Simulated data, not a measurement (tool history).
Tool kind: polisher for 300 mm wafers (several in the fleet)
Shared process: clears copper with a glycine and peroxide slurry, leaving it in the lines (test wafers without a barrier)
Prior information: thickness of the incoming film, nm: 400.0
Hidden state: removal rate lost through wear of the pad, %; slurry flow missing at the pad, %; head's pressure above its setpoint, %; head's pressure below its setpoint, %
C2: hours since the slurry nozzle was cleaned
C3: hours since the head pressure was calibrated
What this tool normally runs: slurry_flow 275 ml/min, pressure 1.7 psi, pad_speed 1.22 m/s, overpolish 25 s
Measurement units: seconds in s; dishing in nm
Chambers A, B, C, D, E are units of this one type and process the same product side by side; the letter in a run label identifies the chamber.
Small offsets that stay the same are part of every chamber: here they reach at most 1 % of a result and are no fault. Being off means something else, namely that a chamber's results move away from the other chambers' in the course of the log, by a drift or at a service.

run 1D hour=12.9 | slurry_flow=275 pressure=1.7 pad_speed=1.22 overpolish=25 | wafers_polished_on_this_pad=317 C2=145.0 C3=423.1 | seconds=79.546 dishing=68.109
-- hour=21.4 chamber E: slurry nozzle cleaned
run 2E hour=26.6 | slurry_flow=275 pressure=1.7 pad_speed=1.22 overpolish=25 | wafers_polished_on_this_pad=375 C2=5.3 C3=427.5 | seconds=79.068 dishing=65.137
run 3C hour=39.8 | slurry_flow=275 pressure=1.7 pad_speed=1.22 overpolish=25 | wafers_polished_on_this_pad=287 C2=169.3 C3=205.4 | seconds=80.112 dishing=68.053
run 4A hour=51.6 | slurry_flow=275 pressure=1.7 pad_speed=1.22 overpolish=25 | wafers_polished_on_this_pad=531 C2=89.3 C3=83.1 | seconds=81.499 dishing=64.863
-- hour=61.4 chamber D: slurry nozzle cleaned
run 5B hour=61.7 | slurry_flow=275 pressure=1.7 pad_speed=1.22 overpolish=25 | wafers_polished_on_this_pad=586 C2=88.6 C3=330.8 | seconds=81.772 dishing=63.564
-- hour=62.0 chamber D: head pressure recalibrated
run 6C hour=70.5 | slurry_flow=275 pressure=1.7 pad_speed=1.22 overpolish=25 | wafers_polished_on_this_pad=467 C2=200.0 C3=236.1 | seconds=80.408 dishing=64.344
-- hour=71.9 chamber A: worn pad replaced by a new one
run 7B hour=76.9 | slurry_flow=275 pressure=1.7 pad_speed=1.22 overpolish=25 | wafers_polished_on_this_pad=675 C2=103.8 C3=346.0 | seconds=81.233 dishing=63.232
-- hour=81.9 chamber C: slurry nozzle cleaned
run 8A hour=88.4 | slurry_flow=275 pressure=1.7 pad_speed=1.22 overpolish=25 | wafers_polished_on_this_pad=97 C2=126.1 C3=119.9 | seconds=81.982 dishing=66.517
-- hour=97.8 chamber C: worn pad replaced by a new one
run 9E hour=99.9 | slurry_flow=275 pressure=1.7 pad_speed=1.22 overpolish=25 | wafers_polished_on_this_pad=804 C2=78.6 C3=500.8 | seconds=80.459 dishing=62.213
run 10D hour=107.1 | slurry_flow=275 pressure=1.7 pad_speed=1.22 overpolish=20 | wafers_polished_on_this_pad=868 C2=45.7 C3=45.1 | seconds=81.850 dishing=51.957
run 11A hour=117.8 | slurry_flow=275 pressure=1.7 pad_speed=1.22 overpolish=20 | wafers_polished_on_this_pad=269 C2=155.5 C3=149.3 | seconds=81.915 dishing=56.552
run 12D hour=126.1 | slurry_flow=275 pressure=1.7 pad_speed=1.22 overpolish=20 | wafers_polished_on_this_pad=980 C2=64.7 C3=64.1 | seconds=81.655 dishing=54.960
run 13E hour=132.4 | slurry_flow=275 pressure=1.7 pad_speed=1.22 overpolish=20 | wafers_polished_on_this_pad=994 C2=111.1 C3=533.3 | seconds=81.325 dishing=56.571
-- hour=143.0 chamber E: worn pad replaced by a new one
run 14C hour=146.3 | slurry_flow=275 pressure=1.7 pad_speed=1.22 overpolish=20 | wafers_polished_on_this_pad=284 C2=64.4 C3=311.9 | seconds=78.901 dishing=55.484
-- hour=149.8 chamber C: head pressure recalibrated
run 15B hour=156.2 | slurry_flow=275 pressure=1.7 pad_speed=1.22 overpolish=25 | wafers_polished_on_this_pad=1139 C2=183.1 C3=425.3 | seconds=81.499 dishing=66.883
-- hour=164.0 chamber B: worn pad replaced by a new one
-- hour=164.1 chamber A: worn pad replaced by a new one
run 16C hour=164.9 | slurry_flow=275 pressure=1.7 pad_speed=1.22 overpolish=25 | wafers_polished_on_this_pad=392 C2=83.0 C3=15.1 | seconds=79.540 dishing=66.105
run 17E hour=175.5 | slurry_flow=275 pressure=1.7 pad_speed=1.22 overpolish=25 | wafers_polished_on_this_pad=190 C2=154.2 C3=576.4 | seconds=80.849 dishing=64.816
run 18D hour=186.8 | slurry_flow=275 pressure=1.7 pad_speed=1.22 overpolish=25 | wafers_polished_on_this_pad=1335 C2=125.4 C3=124.8 | seconds=84.159 dishing=63.475
run 19B hour=194.3 | slurry_flow=275 pressure=1.7 pad_speed=1.22 overpolish=25 | wafers_polished_on_this_pad=177 C2=221.2 C3=463.4 | seconds=80.032 dishing=61.845
run 20A hour=203.4 | slurry_flow=275 pressure=1.7 pad_speed=1.22 overpolish=11 | wafers_polished_on_this_pad=229 C2=241.1 C3=234.9 | seconds=80.130 dishing=34.755
-- hour=205.2 chamber C: worn pad replaced by a new one
run 21D hour=217.6 | slurry_flow=275 pressure=1.7 pad_speed=1.22 overpolish=11 | wafers_polished_on_this_pad=1515 C2=156.2 C3=155.6 | seconds=85.665 dishing=33.148
run 22C hour=224.7 | slurry_flow=275 pressure=1.7 pad_speed=1.22 overpolish=11 | wafers_polished_on_this_pad=114 C2=142.8 C3=74.9 | seconds=82.683 dishing=36.072
run 23E hour=231.1 | slurry_flow=275 pressure=1.7 pad_speed=1.22 overpolish=11 | wafers_polished_on_this_pad=515 C2=209.8 C3=632.0 | seconds=80.958 dishing=35.123
-- hour=235.2 chamber E: slurry nozzle cleaned
run 24B hour=238.6 | slurry_flow=275 pressure=1.7 pad_speed=1.22 overpolish=11 | wafers_polished_on_this_pad=436 C2=265.5 C3=507.7 | seconds=80.568 dishing=35.756
run 25A hour=245.6 | slurry_flow=275 pressure=1.7 pad_speed=1.22 overpolish=25 | wafers_polished_on_this_pad=476 C2=283.3 C3=277.1 | seconds=81.358 dishing=64.035
-- hour=252.1 chamber A: worn pad replaced by a new one
run 26A hour=253.0 | slurry_flow=275 pressure=1.7 pad_speed=1.22 overpolish=25 | wafers_polished_on_this_pad=5 C2=290.7 C3=284.5 | seconds=82.118 dishing=62.150
run 27C hour=266.0 | slurry_flow=275 pressure=1.7 pad_speed=1.22 overpolish=25 | wafers_polished_on_this_pad=356 C2=184.1 C3=116.2 | seconds=81.512 dishing=66.273
-- hour=267.6 chamber D: slurry nozzle cleaned
run 28B hour=278.4 | slurry_flow=275 pressure=1.7 pad_speed=1.22 overpolish=25 | wafers_polished_on_this_pad=669 C2=305.3 C3=547.5 | seconds=81.705 dishing=63.611
run 29E hour=289.8 | slurry_flow=275 pressure=1.7 pad_speed=1.22 overpolish=25 | wafers_polished_on_this_pad=858 C2=54.7 C3=690.7 | seconds=80.543 dishing=64.218
run 30D hour=298.5 | slurry_flow=275 pressure=1.7 pad_speed=1.22 overpolish=25 | wafers_polished_on_this_pad=1988 C2=31.0 C3=236.5 | seconds=88.083 dishing=60.890

All chambers now run identical settings, listed one chamber a line with results as question marks. What results will each chamber show?
run 31A hour=308.9 | slurry_flow=275 pressure=1.7 pad_speed=1.52 overpolish=25 | seconds=? dishing=?
run 31B hour=308.9 | slurry_flow=275 pressure=1.7 pad_speed=1.52 overpolish=25 | seconds=? dishing=?
run 31C hour=308.9 | slurry_flow=275 pressure=1.7 pad_speed=1.52 overpolish=25 | seconds=? dishing=?
run 31D hour=308.9 | slurry_flow=275 pressure=1.7 pad_speed=1.52 overpolish=25 | seconds=? dishing=?
run 31E hour=308.9 | slurry_flow=275 pressure=1.7 pad_speed=1.52 overpolish=25 | seconds=? dishing=?

run=31A seconds=69.277 dishing=72.904
run=31B seconds=69.305 dishing=69.702
run=31C seconds=67.596 dishing=73.646
run=31D seconds=75.617 dishing=65.573
run=31E seconds=67.955 dishing=69.206
